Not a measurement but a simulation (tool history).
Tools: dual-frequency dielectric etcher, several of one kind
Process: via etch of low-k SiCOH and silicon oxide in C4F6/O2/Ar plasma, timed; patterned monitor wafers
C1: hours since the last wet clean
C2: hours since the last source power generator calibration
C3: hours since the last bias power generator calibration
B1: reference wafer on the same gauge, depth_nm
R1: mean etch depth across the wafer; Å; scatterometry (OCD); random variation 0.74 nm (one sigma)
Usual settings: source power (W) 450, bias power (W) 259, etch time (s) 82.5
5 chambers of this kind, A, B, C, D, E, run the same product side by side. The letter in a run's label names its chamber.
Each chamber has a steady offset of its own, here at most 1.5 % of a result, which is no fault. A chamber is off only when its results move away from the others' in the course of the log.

{"run": "1C", "day": 0.258, "source power (W)": 450, "bias power (W)": 259, "etch time (s)": 82.5, "C1": 131.3, "C2": 1405.1, "C3": 1704.7, "B1": 272.94, "R1": 2733.2}
{"run": "2E", "day": 0.438, "source power (W)": 450, "bias power (W)": 259, "etch time (s)": 82.5, "C1": 333.7, "C2": 1326.7, "C3": 1209.9, "B1": 272.8, "R1": 2712.2}
{"run": "3D", "day": 0.692, "source power (W)": 450, "bias power (W)": 259, "etch time (s)": 82.5, "C1": 448.3, "C2": 1106.5, "C3": 226.5, "B1": 272.96, "R1": 2704.1}
{"day": 0.729, "done": "chamber D: wet clean of the chamber"}
{"day": 0.883, "done": "chamber A: wet clean of the chamber"}
{"run": "4B", "day": 0.925, "source power (W)": 450, "bias power (W)": 259, "etch time (s)": 82.5, "C1": 289.1, "C2": 1332.6, "C3": 2427.2, "B1": 273.08, "R1": 2782.8}
{"run": "5A", "day": 1.096, "source power (W)": 410, "bias power (W)": 287, "etch time (s)": 82.5, "C1": 5.2, "C2": 971.3, "C3": 1461.8, "B1": 273, "R1": 2694.2}
{"run": "6A", "day": 1.275, "source power (W)": 410, "bias power (W)": 287, "etch time (s)": 82.5, "C1": 9.5, "C2": 975.6, "C3": 1466.1, "B1": 272.99, "R1": 2718.8}
{"run": "7C", "day": 1.608, "source power (W)": 410, "bias power (W)": 287, "etch time (s)": 82.5, "C1": 163.7, "C2": 1437.5, "C3": 1737.1, "B1": 273.05, "R1": 2736.3}
{"day": 1.667, "done": "chamber E: wet clean of the chamber"}
{"run": "8D", "day": 1.883, "source power (W)": 410, "bias power (W)": 287, "etch time (s)": 82.5, "C1": 27.8, "C2": 1135.1, "C3": 255.1, "B1": 273.12, "R1": 2697.2}
{"run": "9E", "day": 2.104, "source power (W)": 410, "bias power (W)": 287, "etch time (s)": 82.5, "C1": 10.6, "C2": 1366.7, "C3": 1249.9, "B1": 273.06, "R1": 2706.9}
{"run": "10B", "day": 2.425, "source power (W)": 450, "bias power (W)": 259, "etch time (s)": 82.5, "C1": 325.1, "C2": 1368.6, "C3": 2463.2, "B1": 273.03, "R1": 2753.2}
{"run": "11A", "day": 2.762, "source power (W)": 450, "bias power (W)": 319, "etch time (s)": 82.5, "C1": 45.2, "C2": 1011.3, "C3": 1501.8, "B1": 272.83, "R1": 2906.2}
{"run": "12E", "day": 3.117, "source power (W)": 450, "bias power (W)": 319, "etch time (s)": 82.5, "C1": 34.9, "C2": 1391, "C3": 1274.2, "B1": 272.99, "R1": 2896.5}
{"run": "13C", "day": 3.45, "source power (W)": 450, "bias power (W)": 319, "etch time (s)": 82.5, "C1": 207.9, "C2": 1481.7, "C3": 1781.3, "B1": 273, "R1": 2927.9}
{"run": "14B", "day": 3.642, "source power (W)": 450, "bias power (W)": 319, "etch time (s)": 82.5, "C1": 354.3, "C2": 1397.8, "C3": 2492.4, "B1": 273.13, "R1": 2984.5}
{"run": "15D", "day": 3.954, "source power (W)": 450, "bias power (W)": 319, "etch time (s)": 82.5, "C1": 77.5, "C2": 1184.8, "C3": 304.8, "B1": 273.07, "R1": 2895.2}
{"run": "16D", "day": 4.204, "source power (W)": 450, "bias power (W)": 259, "etch time (s)": 82.5, "C1": 83.5, "C2": 1190.8, "C3": 310.8, "B1": 273.11, "R1": 2690.1}
{"run": "17A", "day": 4.458, "source power (W)": 450, "bias power (W)": 259, "etch time (s)": 82.5, "C1": 85.9, "C2": 1052, "C3": 1542.5, "B1": 273.06, "R1": 2705.4}
{"run": "18B", "day": 4.8, "source power (W)": 450, "bias power (W)": 259, "etch time (s)": 82.5, "C1": 382.1, "C2": 1425.6, "C3": 2520.2, "B1": 273.03, "R1": 2764.9}
{"run": "19C", "day": 4.975, "source power (W)": 450, "bias power (W)": 259, "etch time (s)": 82.5, "C1": 244.5, "C2": 1518.3, "C3": 1817.9, "B1": 272.85, "R1": 2744.9}
{"run": "20E", "day": 5.196, "source power (W)": 450, "bias power (W)": 259, "etch time (s)": 82.5, "C1": 84.8, "C2": 1440.9, "C3": 1324.1, "B1": 273.03, "R1": 2701}
{"run": "21E", "day": 5.533, "source power (W)": 450, "bias power (W)": 259, "etch time (s)": 82.5, "C1": 92.9, "C2": 1449, "C3": 1332.2, "B1": 273.06, "R1": 2686.5}
{"run": "22D", "day": 5.85, "source power (W)": 450, "bias power (W)": 259, "etch time (s)": 82.5, "C1": 123, "C2": 1230.3, "C3": 350.3, "B1": 273, "R1": 2700.7}
{"run": "23A", "day": 6.192, "source power (W)": 450, "bias power (W)": 259, "etch time (s)": 82.5, "C1": 127.5, "C2": 1093.6, "C3": 1584.1, "B1": 272.91, "R1": 2708.5}
{"run": "24B", "day": 6.55, "source power (W)": 450, "bias power (W)": 259, "etch time (s)": 82.5, "C1": 424.1, "C2": 1467.6, "C3": 2562.2, "B1": 273.19, "R1": 2755.7}
{"run": "25C", "day": 6.833, "source power (W)": 350, "bias power (W)": 259, "etch time (s)": 96.5, "C1": 289.1, "C2": 1562.9, "C3": 1862.5, "B1": 273, "R1": 2963.8}
{"run": "26B", "day": 7.204, "source power (W)": 350, "bias power (W)": 259, "etch time (s)": 96.5, "C1": 439.8, "C2": 1483.3, "C3": 2577.9, "B1": 273.04, "R1": 2951.4}
{"run": "27C", "day": 7.408, "source power (W)": 350, "bias power (W)": 259, "etch time (s)": 96.5, "C1": 302.9, "C2": 1576.7, "C3": 1876.3, "B1": 272.87, "R1": 2961.2}
{"run": "28A", "day": 7.658, "source power (W)": 350, "bias power (W)": 259, "etch time (s)": 96.5, "C1": 162.7, "C2": 1128.8, "C3": 1619.3, "B1": 272.83, "R1": 2878}
{"run": "29D", "day": 7.921, "source power (W)": 350, "bias power (W)": 259, "etch time (s)": 96.5, "C1": 172.7, "C2": 1280, "C3": 400, "B1": 273, "R1": 2866.8}
{"run": "30E", "day": 8.146, "source power (W)": 450, "bias power (W)": 259, "etch time (s)": 82.5, "C1": 155.6, "C2": 1511.7, "C3": 1394.9, "B1": 273.09, "R1": 2709.2}
{"run": "31E", "day": 8.492, "source power (W)": 450, "bias power (W)": 259, "etch time (s)": 82.5, "C1": 163.9, "C2": 1520, "C3": 1403.2, "B1": 272.96, "R1": 2713.7}
{"run": "32A", "day": 8.75, "source power (W)": 450, "bias power (W)": 259, "etch time (s)": 82.5, "C1": 188.9, "C2": 1155, "C3": 1645.5, "B1": 273.01, "R1": 2710.6}
{"run": "33D", "day": 9.088, "source power (W)": 450, "bias power (W)": 259, "etch time (s)": 82.5, "C1": 200.7, "C2": 1308, "C3": 428, "B1": 273, "R1": 2704}
{"run": "34B", "day": 9.438, "source power (W)": 450, "bias power (W)": 259, "etch time (s)": 82.5, "C1": 493.4, "C2": 1536.9, "C3": 2631.5, "B1": 272.94, "R1": 2763.1}
{"run": "35C", "day": 9.754, "source power (W)": 450, "bias power (W)": 259, "etch time (s)": 82.5, "C1": 359.2, "C2": 1633, "C3": 1932.6, "B1": 273, "R1": 2812.2}

All 5 chambers run these settings next. Forecast each chamber's results:
{"run": "36A", "day": 10.021, "source power (W)": 450, "bias power (W)": 259, "etch time (s)": 82.5, "R1": "?"}
{"run": "36B", "day": 10.021, "source power (W)": 450, "bias power (W)": 259, "etch time (s)": 82.5, "R1": "?"}
{"run": "36C", "day": 10.021, "source power (W)": 450, "bias power (W)": 259, "etch time (s)": 82.5, "R1": "?"}
{"run": "36D", "day": 10.021, "source power (W)": 450, "bias power (W)": 259, "etch time (s)": 82.5, "R1": "?"}
{"run": "36E", "day": 10.021, "source power (W)": 450, "bias power (W)": 259, "etch time (s)": 82.5, "R1": "?"}

run=36A R1=2709.7
run=36B R1=2774.4
run=36C R1=2811.3
run=36D R1=2696.1
run=36E R1=2693.9

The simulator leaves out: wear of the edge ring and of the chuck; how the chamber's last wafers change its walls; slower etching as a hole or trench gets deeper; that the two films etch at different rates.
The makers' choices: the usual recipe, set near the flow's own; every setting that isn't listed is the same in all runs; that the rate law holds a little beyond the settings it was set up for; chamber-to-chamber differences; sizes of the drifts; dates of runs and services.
